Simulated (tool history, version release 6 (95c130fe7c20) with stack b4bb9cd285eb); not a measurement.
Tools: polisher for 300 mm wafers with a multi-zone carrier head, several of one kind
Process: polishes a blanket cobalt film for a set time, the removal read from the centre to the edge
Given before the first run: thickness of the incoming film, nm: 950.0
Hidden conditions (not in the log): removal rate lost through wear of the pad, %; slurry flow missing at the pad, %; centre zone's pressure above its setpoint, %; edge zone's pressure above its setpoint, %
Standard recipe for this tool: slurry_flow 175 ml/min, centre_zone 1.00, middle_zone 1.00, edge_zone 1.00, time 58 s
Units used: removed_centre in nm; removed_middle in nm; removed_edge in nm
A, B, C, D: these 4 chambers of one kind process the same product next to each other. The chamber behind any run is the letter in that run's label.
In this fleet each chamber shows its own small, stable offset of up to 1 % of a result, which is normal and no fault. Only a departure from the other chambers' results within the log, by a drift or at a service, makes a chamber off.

run   hour  slurry_flow  centre_zone  middle_zone  edge_zone  time  wafers polished on this pad  hours since the slurry nozzle was cleaned  hours since the centre zone pressure was calibrated  hours since the edge zone pressure was calibrated  removed_centre  removed_middle  removed_edge
       5.1  -- chamber C: worn pad replaced by a new one
 1A    7.7          175         1.00         1.00       1.00    58                          732                                      370.3                                                450.9                                               96.2          182.47          178.75        177.99
 2D   12.8          175         1.00         1.00       1.00    58                          780                                      198.2                                                560.8                                              677.0          179.65          179.64        177.82
      17.1  -- chamber D: slurry nozzle cleaned
 3C   17.5          175         1.00         1.00       1.00    58                          141                                      265.2                                               1284.5                                              197.7          177.10          177.42        176.72
 4B   21.9          175         1.00         1.00       1.00    58                          861                                      563.5                                                540.8                                               55.0          183.27          179.87        177.00
 5A   25.7          175         1.00         1.00       1.00    68                          936                                      388.3                                                468.9                                              114.2          209.96          210.36        208.43
 6D   30.4          175         1.00         1.00       1.00    68                          979                                       13.4                                                578.4                                              694.6          207.53          209.24        209.93
      35.0  -- chamber B: slurry nozzle cleaned
 7B   38.4          175         1.00         1.00       1.00    68                         1048                                        3.5                                                557.3                                               71.5          211.70          206.92        209.87
 8C   45.5          175         1.00         1.00       1.00    68                          458                                      293.2                                               1312.5                                              225.7          208.50          209.01        205.64
 9D   50.4          175         1.00         1.00       1.12    46                         1205                                       33.4                                                598.4                                              714.6          141.66          141.44        147.58
10B   54.5          175         1.00         1.00       1.12    46                         1230                                       19.6                                                573.4                                               87.6          140.97          141.08        148.67
11C   58.6          175         1.00         1.00       1.12    46                          606                                      306.3                                               1325.6                                              238.8          138.41          143.27        146.71
      58.8  -- chamber B: worn pad replaced by a new one
12A   63.2          175         1.00         1.00       1.12    46                         1360                                      425.8                                                506.4                                              151.7          145.20          140.94        149.08
13D   68.8          200         1.00         0.93       1.00    58                         1413                                       51.8                                                616.8                                              733.0          180.99          170.13        178.77
      70.5  -- chamber A: worn pad replaced by a new one
14C   72.5          200         1.00         0.93       1.00    58                          763                                      320.2                                               1339.5                                              252.7          181.12          169.41        177.76
15A   76.9          200         1.00         0.93       1.00    58                           72                                      439.5                                                520.1                                              165.4          182.88          170.89        180.55
      82.8  -- chamber D: worn pad replaced by a new one
16B   83.4          200         1.00         0.93       1.00    58                          279                                       48.5                                                602.3                                              116.5          186.46          169.97        183.61
      83.9  -- chamber C: worn pad replaced by a new one
17A   87.1          175         1.00         0.95       1.00    77                          188                                      449.7                                                530.3                                              175.6          234.66          227.12        233.31
18C   93.8          175         1.00         0.95       1.00    77                          112                                      341.5                                               1360.8                                              274.0          232.86          224.87        232.48
19D   98.4          175         1.00         0.95       1.00    77                          177                                       81.4                                                646.4                                              762.6          239.12          226.78        236.76
20B  103.9          175         1.00         0.95       1.00    77                          511                                       69.0                                                622.8                                              137.0          232.93          224.67        234.89
21A  107.5          175         1.00         1.00       1.00    58                          418                                      470.1                                                550.7                                              196.0          180.11          178.83        177.00
22D  111.7          175         1.00         1.00       1.00    58                          328                                       94.7                                                659.7                                              775.9          177.06          177.25        176.37
23B  115.4          175         1.00         1.00       1.00    58                          641                                       80.5                                                634.3                                              148.5          177.02          180.08        179.81
     119.9  -- chamber C: centre zone pressure recalibrated
24C  122.1          175         1.00         1.00       1.00    58                          432                                      369.8                                                  2.2                                              302.3          187.52          176.77        180.17
25A  129.1          175         1.00         1.00       1.00    58                          663                                      491.7                                                572.3                                              217.6          176.65          179.64        178.97
26D  133.0          175         1.00         1.00       1.00    58                          569                                      116.0                                                681.0                                              797.2          181.97          179.38        179.46
27C  139.8          175         1.00         1.00       1.00    58                          632                                      387.5                                                 19.9                                              320.0          188.59          177.89        177.41
28B  145.1          175         1.00         1.00       1.00    58                          977                                      110.2                                                664.0                                              178.2          179.56          178.13        179.05
     147.5  -- chamber B: worn pad replaced by a new one
29D  152.6          175         1.00         1.00       1.00    58                          790                                      135.6                                                700.6                                              816.8          179.90          179.47        175.69
     154.4  -- chamber D: centre zone pressure recalibrated
30C  157.0          175         1.00         1.00       1.00    58                          827                                      404.7                                                 37.1                                              337.2          188.43          178.17        176.34
31A  162.3          175         1.00         1.00       1.00    58                         1039                                      524.9                                                605.5                                              250.8          181.31          179.29        177.91
     163.2  -- chamber C: worn pad replaced by a new one
32B  169.7          175         1.00         1.00       1.00    58                          251                                      134.8                                                688.6                                              202.8          179.68          176.80        174.29
     172.2  -- chamber C: slurry nozzle cleaned
     173.2  -- chamber A: worn pad replaced by a new one
33B  175.8          175         1.00         1.00       1.00    58                          320                                      140.9                                                694.7                                              208.9          181.86          177.43        179.06
34A  182.0          175         1.00         1.00       1.00    58                          100                                      544.6                                                625.2                                              270.5          175.77          179.42        177.21
35D  189.9          175         1.00         1.00       1.00    58                         1213                                      172.9                                                 35.6                                              854.1          178.97          177.96        176.75
36C  195.9          175         1.00         1.00       1.00    58                          370                                       23.7                                                 76.0                                              376.1          186.57          178.46        174.03
37A  200.0          175         1.00         1.00       1.00    58                          304                                      562.6                                                643.2                                              288.5          178.20          176.91        178.49
38D  206.9          175         1.04         0.94       1.00    58                         1405                                      189.9                                                 52.6                                              871.1          186.74          169.89        177.71
39C  211.7          175         1.04         0.94       1.00    58                          548                                       39.5                                                 91.8                                              391.9          193.84          169.13        177.57
40B  219.4          175         1.04         0.94       1.00    58                          814                                      184.5                                                738.3                                              252.5          188.30          168.23        177.81
     221.2  -- chamber D: worn pad replaced by a new one
41A  224.1          175         1.04         0.94       1.00    58                          577                                      586.7                                                667.3                                              312.6          186.91          169.51        174.75
42B  229.6          155         1.00         0.92       1.00    58                          929                                      194.7                                                748.5                                              262.7          174.16          163.29        172.85
     232.7  -- chamber D: edge zone pressure recalibrated
43D  237.4          155         1.00         0.92       1.00    58                          183                                      220.4                                                 83.1                                                4.7          171.77          162.02        175.89
44C  242.7          155         1.00         0.92       1.00    58                          899                                       70.5                                                122.8                                              422.9          183.44          161.79        175.19

Next, every chamber runs the same settings. What will each give?
45A  248.4          220         1.00         1.00       1.00    58                                                                                                                                                                                               ?               ?             ?
45B  248.4          220         1.00         1.00       1.00    58                                                                                                                                                                                               ?               ?             ?
45C  248.4          220         1.00         1.00       1.00    58                                                                                                                                                                                               ?               ?             ?
45D  248.4          220         1.00         1.00       1.00    58                                                                                                                                                                                               ?               ?             ?

run  removed_centre  removed_middle  removed_edge
45A          182.87          185.40        183.16
45B          184.86          183.11        178.76
45C          197.93          184.31        176.79
45D          183.42          186.59        181.74
